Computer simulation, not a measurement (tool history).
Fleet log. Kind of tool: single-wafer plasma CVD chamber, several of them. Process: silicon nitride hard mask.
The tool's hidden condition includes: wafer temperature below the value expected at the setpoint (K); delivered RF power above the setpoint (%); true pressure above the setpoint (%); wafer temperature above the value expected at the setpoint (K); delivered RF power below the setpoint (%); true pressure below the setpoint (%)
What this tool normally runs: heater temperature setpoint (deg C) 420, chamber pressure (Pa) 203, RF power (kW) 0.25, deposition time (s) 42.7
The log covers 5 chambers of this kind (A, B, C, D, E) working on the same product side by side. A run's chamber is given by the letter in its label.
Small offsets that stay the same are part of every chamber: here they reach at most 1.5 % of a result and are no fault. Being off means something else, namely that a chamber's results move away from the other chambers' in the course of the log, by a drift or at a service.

run     day  heater temperature setpoint (deg C)  chamber pressure (Pa)  RF power (kW)  deposition time (s)  hours since the last thermocouple change  hours since the last RF generator calibration  hours since the last manometer calibration  read-back reference wafer on the same gauge, thickness_nm  mean film thickness on the monitor wafer (Å)
 1E   0.312                                  420                    203           0.25                 42.7                                     470.9                                         1942.4                                       395.8                                                      50.09                                        422.72
 2B   0.871                                  420                    203           0.25                 42.7                                    1128.5                                          218.5                                       407.8                                                     50.066                                        421.37
 3C   1.283                                  420                    203           0.25                 42.7                                     225.8                                         1409.6                                       664.4                                                     50.046                                        421.25
 4A   1.704                                  420                    203           0.25                 42.7                                     733.7                                          333.1                                       105.3                                                     50.069                                        428.25
 5D   2.271                                  420                    203           0.25                 42.7                                     458.1                                          746.8                                       266.6                                                      50.02                                        424.46
 6A   2.704                                  420                    203           0.25                 42.7                                     757.7                                          357.1                                       129.3                                                     50.025                                        427.77
 7B    3.25                                  420                    203           0.25                 42.7                                    1185.6                                          275.6                                       464.9                                                     50.022                                        420.88
 8E     3.6                                  420                    203           0.25                 42.7                                     549.8                                         2021.3                                       474.7                                                         50                                        421.21
      3.712  -- chamber E: RF generator calibrated
 9D   3.904                                  420                    237           0.25                 42.7                                     497.3                                            786                                       305.8                                                     49.997                                        443.23
10C     4.3                                  420                    237           0.25                 42.7                                     298.2                                           1482                                       736.8                                                     49.974                                        438.14
11B   4.812                                  420                    237           0.25                 42.7                                    1223.1                                          313.1                                       502.4                                                      49.98                                        438.89
12D   5.296                                  420                    237           0.25                 42.7                                     530.7                                          819.4                                       339.2                                                     49.975                                        444.07
13E   5.721                                  420                    237           0.25                 42.7                                     600.7                                           48.3                                       525.6                                                     49.952                                        441.35
14C   6.212                                  420                    203           0.29                 42.7                                     344.1                                         1527.9                                       782.7                                                     49.937                                        465.44
15A   6.471                                  420                    203           0.29                 42.7                                     848.1                                          447.5                                       219.7                                                     49.926                                        473.71
16B   6.775                                  420                    203           0.29                 42.7                                    1270.2                                          360.2                                       549.5                                                     49.905                                        465.76
17A   7.112                                  420                    203           0.29                 42.7                                     863.5                                          462.9                                       235.1                                                     49.899                                        474.73
18C   7.488                                  420                    203           0.29                 42.7                                     374.7                                         1558.5                                       813.3                                                     49.892                                        465.18
19D   7.954                                  420                    203           0.25                 42.7                                     594.5                                          883.2                                         403                                                     49.888                                        424.06
20E   8.238                                  420                    203           0.25                 38.5                                     661.1                                          108.7                                         586                                                     49.884                                        378.56
21A   8.542                                  420                    203           0.25                 38.5                                     897.8                                          497.2                                       269.4                                                     49.862                                        385.18
22D   8.821                                  420                    203           0.25                 38.5                                     615.3                                            904                                       423.8                                                     49.861                                        381.56
23E   9.233                                  420                    203           0.25                 38.5                                       685                                          132.6                                       609.9                                                     49.841                                        379.81
24C   9.779                                  420                    203           0.25                 38.5                                     429.7                                         1613.5                                       868.3                                                     49.829                                        377.84
     10.146  -- chamber B: thermocouple changed; heater temperature recalibrated
25B  10.333                                  420                    203           0.25                 42.7                                       4.5                                          445.6                                       634.9                                                     49.828                                        419.74
26D    10.6                                  420                    203           0.25                 42.7                                       658                                          946.7                                       466.5                                                     49.783                                        422.19
27E  11.046                                  420                    203           0.25                 42.7                                     728.5                                          176.1                                       653.4                                                     49.789                                         421.1
28A    11.5                                  420                    203           0.23                 42.7                                     968.8                                          568.2                                       340.4                                                     49.775                                        401.96
29B  12.021                                  420                    203           0.23                 42.7                                        45                                          486.1                                       675.4                                                     49.777                                        395.57
30C  12.542                                  420                    203           0.23                 42.7                                       496                                         1679.8                                       934.6                                                     49.749                                        394.96
31C  12.896                                  420                    203           0.23                 42.7                                     504.5                                         1688.3                                       943.1                                                     49.761                                        395.21

Is one chamber off against the others, does the gauge drift, or is nothing wrong? If a chamber is off, say which, and what the likeliest cause is.

The shared gauge is drifting. All chambers look as if they move in step, but none is off.
Cause: gauge reads low (%) = 0.717.
